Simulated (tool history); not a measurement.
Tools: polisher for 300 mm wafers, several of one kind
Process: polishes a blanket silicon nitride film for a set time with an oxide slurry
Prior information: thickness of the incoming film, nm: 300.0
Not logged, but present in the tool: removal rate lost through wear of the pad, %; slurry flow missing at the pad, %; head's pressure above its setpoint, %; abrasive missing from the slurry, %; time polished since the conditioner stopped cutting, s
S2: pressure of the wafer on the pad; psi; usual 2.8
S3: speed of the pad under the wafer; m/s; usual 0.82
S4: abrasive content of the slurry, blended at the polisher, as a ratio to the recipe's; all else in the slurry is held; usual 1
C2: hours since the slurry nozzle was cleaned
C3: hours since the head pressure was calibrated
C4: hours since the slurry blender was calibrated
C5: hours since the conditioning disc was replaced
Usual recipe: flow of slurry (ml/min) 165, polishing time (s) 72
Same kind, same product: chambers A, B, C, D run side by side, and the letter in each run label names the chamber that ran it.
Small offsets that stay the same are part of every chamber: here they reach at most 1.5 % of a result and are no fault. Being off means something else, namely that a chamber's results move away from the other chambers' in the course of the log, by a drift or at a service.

-- hour=1 chamber D: conditioning disc replaced and pad reconditioned
-- hour=10.9 chamber A: slurry nozzle cleaned
run 1D hour=10.9 | flow_of_slurry_(ml/min)=165 S2=2.8 S3=0.82 S4=1 polishing_time_(s)=72 | wafers_polished_on_this_pad=687 C2=33 C3=562.4 C4=272.6 C5=10 | film_removed_(Å)=327.34
-- hour=22.4 chamber A: conditioning disc replaced and pad reconditioned
run 2A hour=22.9 | flow_of_slurry_(ml/min)=165 S2=2.8 S3=0.82 S4=1 polishing_time_(s)=72 | wafers_polished_on_this_pad=1073 C2=12 C3=1126.2 C4=147.4 C5=0.5 | film_removed_(Å)=319.76
-- hour=26.2 chamber B: worn pad replaced by a new one
run 3B hour=29.3 | flow_of_slurry_(ml/min)=165 S2=2.8 S3=0.82 S4=1 polishing_time_(s)=72 | wafers_polished_on_this_pad=25 C2=315.4 C3=270.7 C4=247.2 C5=51.9 | film_removed_(Å)=321.77
-- hour=34.5 chamber A: slurry blender recalibrated
-- hour=35.4 chamber D: worn pad replaced by a new one
run 4C hour=40.3 | flow_of_slurry_(ml/min)=165 S2=2.8 S3=0.82 S4=1 polishing_time_(s)=72 | wafers_polished_on_this_pad=888 C2=375.2 C3=801 C4=190 C5=87.7 | film_removed_(Å)=320.19
-- hour=44.2 chamber C: slurry blender recalibrated
-- hour=48.3 chamber C: worn pad replaced by a new one
run 5B hour=51.1 | flow_of_slurry_(ml/min)=165 S2=2.3 S3=0.98 S4=1 polishing_time_(s)=72 | wafers_polished_on_this_pad=199 C2=337.2 C3=292.5 C4=269 C5=73.7 | film_removed_(Å)=305.04
run 6D hour=58.1 | flow_of_slurry_(ml/min)=165 S2=2.3 S3=0.98 S4=1 polishing_time_(s)=72 | wafers_polished_on_this_pad=181 C2=80.2 C3=609.6 C4=319.8 C5=57.2 | film_removed_(Å)=310.13
run 7A hour=64.4 | flow_of_slurry_(ml/min)=165 S2=2.3 S3=0.98 S4=1 polishing_time_(s)=72 | wafers_polished_on_this_pad=1405 C2=53.5 C3=1167.7 C4=30 C5=42 | film_removed_(Å)=309.94
run 8C hour=76.1 | flow_of_slurry_(ml/min)=165 S2=2.3 S3=0.98 S4=1 polishing_time_(s)=72 | wafers_polished_on_this_pad=222 C2=411 C3=836.8 C4=31.9 C5=123.5 | film_removed_(Å)=299.24
run 9D hour=84.9 | flow_of_slurry_(ml/min)=165 S2=2.8 S3=0.82 S4=1 polishing_time_(s)=72 | wafers_polished_on_this_pad=396 C2=107 C3=636.4 C4=346.6 C5=84 | film_removed_(Å)=319.61
run 10A hour=91.9 | flow_of_slurry_(ml/min)=165 S2=2.8 S3=0.82 S4=1 polishing_time_(s)=72 | wafers_polished_on_this_pad=1625 C2=81 C3=1195.2 C4=57.5 C5=69.5 | film_removed_(Å)=322.34
-- hour=96.1 chamber B: head pressure recalibrated
run 11B hour=103.6 | flow_of_slurry_(ml/min)=165 S2=2.8 S3=0.82 S4=0.75 polishing_time_(s)=72 | wafers_polished_on_this_pad=619 C2=389.7 C3=7.5 C4=321.5 C5=126.2 | film_removed_(Å)=277.83
run 12C hour=115.5 | flow_of_slurry_(ml/min)=165 S2=2.8 S3=0.82 S4=0.75 polishing_time_(s)=72 | wafers_polished_on_this_pad=537 C2=450.4 C3=876.2 C4=71.3 C5=162.9 | film_removed_(Å)=272.78
-- hour=124.6 chamber A: conditioning disc replaced and pad reconditioned
run 13C hour=125.8 | flow_of_slurry_(ml/min)=165 S2=2.8 S3=0.82 S4=0.75 polishing_time_(s)=72 | wafers_polished_on_this_pad=620 C2=460.7 C3=886.5 C4=81.6 C5=173.2 | film_removed_(Å)=277.39
-- hour=129.3 chamber D: slurry blender recalibrated
run 14A hour=132.3 | flow_of_slurry_(ml/min)=165 S2=2.8 S3=0.82 S4=0.75 polishing_time_(s)=72 | wafers_polished_on_this_pad=1948 C2=121.4 C3=1235.6 C4=97.9 C5=7.8 | film_removed_(Å)=276.36
-- hour=136.9 chamber D: conditioning disc replaced and pad reconditioned
run 15B hour=140.2 | flow_of_slurry_(ml/min)=200 S2=2.8 S3=0.82 S4=0.85 polishing_time_(s)=72 | wafers_polished_on_this_pad=912 C2=426.3 C3=44.1 C4=358.1 C5=162.8 | film_removed_(Å)=305.65
-- hour=142.9 chamber B: slurry blender recalibrated
-- hour=146.3 chamber D: worn pad replaced by a new one
run 16D hour=147.7 | flow_of_slurry_(ml/min)=200 S2=2.8 S3=0.82 S4=0.85 polishing_time_(s)=72 | wafers_polished_on_this_pad=11 C2=169.8 C3=699.2 C4=18.4 C5=10.9 | film_removed_(Å)=302.83
run 17B hour=158.3 | flow_of_slurry_(ml/min)=200 S2=2.8 S3=0.82 S4=0.85 polishing_time_(s)=72 | wafers_polished_on_this_pad=1057 C2=444.4 C3=62.2 C4=15.5 C5=180.9 | film_removed_(Å)=305.37
run 18C hour=164.7 | flow_of_slurry_(ml/min)=200 S2=2.8 S3=0.82 S4=0.85 polishing_time_(s)=72 | wafers_polished_on_this_pad=931 C2=499.6 C3=925.4 C4=120.5 C5=212.1 | film_removed_(Å)=303.64
-- hour=166.1 chamber C: worn pad replaced by a new one
run 19D hour=170.3 | flow_of_slurry_(ml/min)=165 S2=2.8 S3=0.82 S4=1 polishing_time_(s)=72 | wafers_polished_on_this_pad=191 C2=192.4 C3=721.8 C4=41 C5=33.5 | film_removed_(Å)=324.91
-- hour=170.8 chamber B: worn pad replaced by a new one
run 20A hour=180 | flow_of_slurry_(ml/min)=165 S2=2.8 S3=0.82 S4=1 polishing_time_(s)=72 | wafers_polished_on_this_pad=2330 C2=169.1 C3=1283.3 C4=145.6 C5=55.5 | film_removed_(Å)=311.86
-- hour=184.7 chamber A: slurry blender recalibrated
run 21C hour=190.5 | flow_of_slurry_(ml/min)=165 S2=2.8 S3=0.82 S4=1 polishing_time_(s)=72 | wafers_polished_on_this_pad=195 C2=525.4 C3=951.2 C4=146.3 C5=237.9 | film_removed_(Å)=320.71
run 22B hour=202.7 | flow_of_slurry_(ml/min)=165 S2=2.8 S3=0.82 S4=1 polishing_time_(s)=72 | wafers_polished_on_this_pad=255 C2=488.8 C3=106.6 C4=59.9 C5=225.3 | film_removed_(Å)=319.94
-- hour=203.8 chamber C: conditioning disc replaced and pad reconditioned
run 23A hour=212.7 | flow_of_slurry_(ml/min)=165 S2=2.8 S3=0.82 S4=1 polishing_time_(s)=72 | wafers_polished_on_this_pad=2591 C2=201.8 C3=1316 C4=28 C5=88.2 | film_removed_(Å)=308.44
-- hour=218.1 chamber A: conditioning disc replaced and pad reconditioned
-- hour=219.9 chamber C: slurry nozzle cleaned
run 24D hour=220.2 | flow_of_slurry_(ml/min)=210 S2=2.8 S3=0.82 S4=0.85 polishing_time_(s)=72 | wafers_polished_on_this_pad=590 C2=242.3 C3=771.7 C4=90.9 C5=83.4 | film_removed_(Å)=311.31
run 25D hour=225.5 | flow_of_slurry_(ml/min)=210 S2=2.8 S3=0.82 S4=0.85 polishing_time_(s)=72 | wafers_polished_on_this_pad=633 C2=247.6 C3=777 C4=96.2 C5=88.7 | film_removed_(Å)=311.69
-- hour=233.3 chamber C: slurry blender recalibrated
run 26C hour=234.5 | flow_of_slurry_(ml/min)=210 S2=2.8 S3=0.82 S4=0.85 polishing_time_(s)=72 | wafers_polished_on_this_pad=547 C2=14.6 C3=995.2 C4=1.2 C5=30.7 | film_removed_(Å)=300.89
run 27A hour=246.7 | flow_of_slurry_(ml/min)=210 S2=2.8 S3=0.82 S4=0.85 polishing_time_(s)=72 | wafers_polished_on_this_pad=2863 C2=235.8 C3=1350 C4=62 C5=28.7 | film_removed_(Å)=285.96
run 28B hour=255 | flow_of_slurry_(ml/min)=165 S2=2.8 S3=0.82 S4=1 polishing_time_(s)=72 | wafers_polished_on_this_pad=673 C2=541.1 C3=158.9 C4=112.2 C5=277.6 | film_removed_(Å)=324.51
-- hour=262.6 chamber D: conditioning disc replaced and pad reconditioned
run 29B hour=262.9 | flow_of_slurry_(ml/min)=165 S2=2.8 S3=0.82 S4=1 polishing_time_(s)=72 | wafers_polished_on_this_pad=736 C2=549 C3=166.8 C4=120.1 C5=285.5 | film_removed_(Å)=320.31
run 30A hour=270.6 | flow_of_slurry_(ml/min)=165 S2=2.8 S3=0.82 S4=1 polishing_time_(s)=72 | wafers_polished_on_this_pad=3054 C2=259.7 C3=1373.9 C4=85.9 C5=52.6 | film_removed_(Å)=295.37
-- hour=275.7 chamber D: worn pad replaced by a new one
run 31D hour=279 | flow_of_slurry_(ml/min)=165 S2=2.8 S3=0.82 S4=1 polishing_time_(s)=72 | wafers_polished_on_this_pad=27 C2=301.1 C3=830.5 C4=149.7 C5=16.4 | film_removed_(Å)=327.79
run 32C hour=285.3 | flow_of_slurry_(ml/min)=165 S2=2.8 S3=0.82 S4=1 polishing_time_(s)=72 | wafers_polished_on_this_pad=953 C2=65.4 C3=1046 C4=52 C5=81.5 | film_removed_(Å)=314.34
run 33C hour=297 | flow_of_slurry_(ml/min)=165 S2=2.8 S3=0.82 S4=1 polishing_time_(s)=72 | wafers_polished_on_this_pad=1047 C2=77.1 C3=1057.7 C4=63.7 C5=93.2 | film_removed_(Å)=319.62

For the next run the whole fleet of 4 chambers uses the same settings. Give each chamber's results:
run 34A hour=305.9 | flow_of_slurry_(ml/min)=165 S2=2.8 S3=0.82 S4=1 polishing_time_(s)=49 | film_removed_(Å)=?
run 34B hour=305.9 | flow_of_slurry_(ml/min)=165 S2=2.8 S3=0.82 S4=1 polishing_time_(s)=49 | film_removed_(Å)=?
run 34C hour=305.9 | flow_of_slurry_(ml/min)=165 S2=2.8 S3=0.82 S4=1 polishing_time_(s)=49 | film_removed_(Å)=?
run 34D hour=305.9 | flow_of_slurry_(ml/min)=165 S2=2.8 S3=0.82 S4=1 polishing_time_(s)=49 | film_removed_(Å)=?

run=34A film_removed_(Å)=194.11
run=34B film_removed_(Å)=219.06
run=34C film_removed_(Å)=216.28
run=34D film_removed_(Å)=219.63
